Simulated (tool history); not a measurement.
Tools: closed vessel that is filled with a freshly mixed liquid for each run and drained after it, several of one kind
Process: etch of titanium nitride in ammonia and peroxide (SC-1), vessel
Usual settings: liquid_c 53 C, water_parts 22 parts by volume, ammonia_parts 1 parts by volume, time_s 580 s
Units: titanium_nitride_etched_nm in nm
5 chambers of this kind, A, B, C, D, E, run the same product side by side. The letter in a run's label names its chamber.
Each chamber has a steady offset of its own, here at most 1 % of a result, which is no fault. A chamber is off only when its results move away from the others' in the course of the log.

run	hour	liquid_c	water_parts	ammonia_parts	time_s	read-back film thickness of the titanium nitride reference wafer, read on the same gauge (nm)	titanium_nitride_etched_nm
1D	4.3	53	22	1	580	59.986	32.526
2B	9.4	53	22	1	580	59.988	32.197
3E	13	53	22	1	580	59.982	32.561
4C	16.7	53	22	1	580	59.998	32.249
5A	19.7	53	22	1	580	59.976	32.364
6A	22.5	53	22	1	580	59.964	31.896
7C	25.5	53	22	1	580	60.003	32.378
8E	30.7	53	22	1	580	59.999	32.16
9B	34.9	53	22	1	580	60.022	32.407
10D	38.5	53	22	1	580	60.013	32.247
11E	43.1	53	22	1	580	60.002	32.417
12A	46.1	53	22	1	580	59.991	32.632
13D	49.8	53	22	1	580	60.016	32.188
14C	54.7	47.5	16.5	1	580	59.997	25.714
15B	58.9	47.5	16.5	1	580	59.98	25.663
16C	63.7	47.5	16.5	1	580	59.993	25.797
17D	66.8	47.5	16.5	1	580	60.004	25.569
18A	72.1	47.5	16.5	1	580	60.027	25.622
# hour 74.6: chamber C: new drum of ammonia solution connected
19E	76.3	53	22	1	580	60.015	32.391
20B	80.8	47.5	15.5	1	580	60.011	26.435
21B	85.8	47.5	15.5	1	580	60.003	26.637
# hour 87.3: chamber B: new drum of ammonia solution connected
22D	91.1	47.5	15.5	1	580	60.007	26.384
23E	94	47.5	15.5	1	580	59.991	26.489
24C	96.9	47.5	15.5	1	580	60.011	26.529
# hour 100: chamber A: new drum of ammonia solution connected
25A	102.6	53	22	1	580	59.996	31.458
26D	107	53	22	1	580	60.013	32.041
27E	112.4	53	22	1	580	59.998	32.53
28C	117.3	53	22	1	580	59.983	32.41
29B	120	53	22	1	580	60.007	32.457
30A	124.1	53	22	1	580	60	31.433
# hour 126.1: chamber C: thermometer replaced
31C	128	53	22	1.2	580	59.986	33.486
32B	131.7	53	22	1.2	580	60.018	33.2
33A	137.6	53	22	1.2	580	60.009	31.942
34D	141.6	53	22	1.2	580	59.994	33.262
35E	146.4	53	22	1.2	580	59.985	33.652
36E	150.8	53	22	1	580	59.983	32.29
# hour 153.8: chamber E: thermometer replaced
37A	153.9	46	22	1	580	59.979	18.855
38B	156.6	46	22	1	580	60.012	19.784
39D	161.1	46	22	1	580	60.02	19.74
40C	164	46	22	1	580	60.009	20.07
41B	168.8	46	22	1	580	59.99	19.901
42E	173.6	53	22	1	580	60.003	32.345
43A	177.2	53	22	1	580	60.001	30.538
44D	180.6	53	22	1	580	60.005	32.212

All 5 chambers run these settings next. Forecast each chamber's results:
45A	184.8	62.5	22	1	580		?
45B	184.8	62.5	22	1	580		?
45C	184.8	62.5	22	1	580		?
45D	184.8	62.5	22	1	580		?
45E	184.8	62.5	22	1	580		?

run	titanium_nitride_etched_nm
45A	57.552
45B	60.939
45C	60.313
45D	61.039
45E	61.672

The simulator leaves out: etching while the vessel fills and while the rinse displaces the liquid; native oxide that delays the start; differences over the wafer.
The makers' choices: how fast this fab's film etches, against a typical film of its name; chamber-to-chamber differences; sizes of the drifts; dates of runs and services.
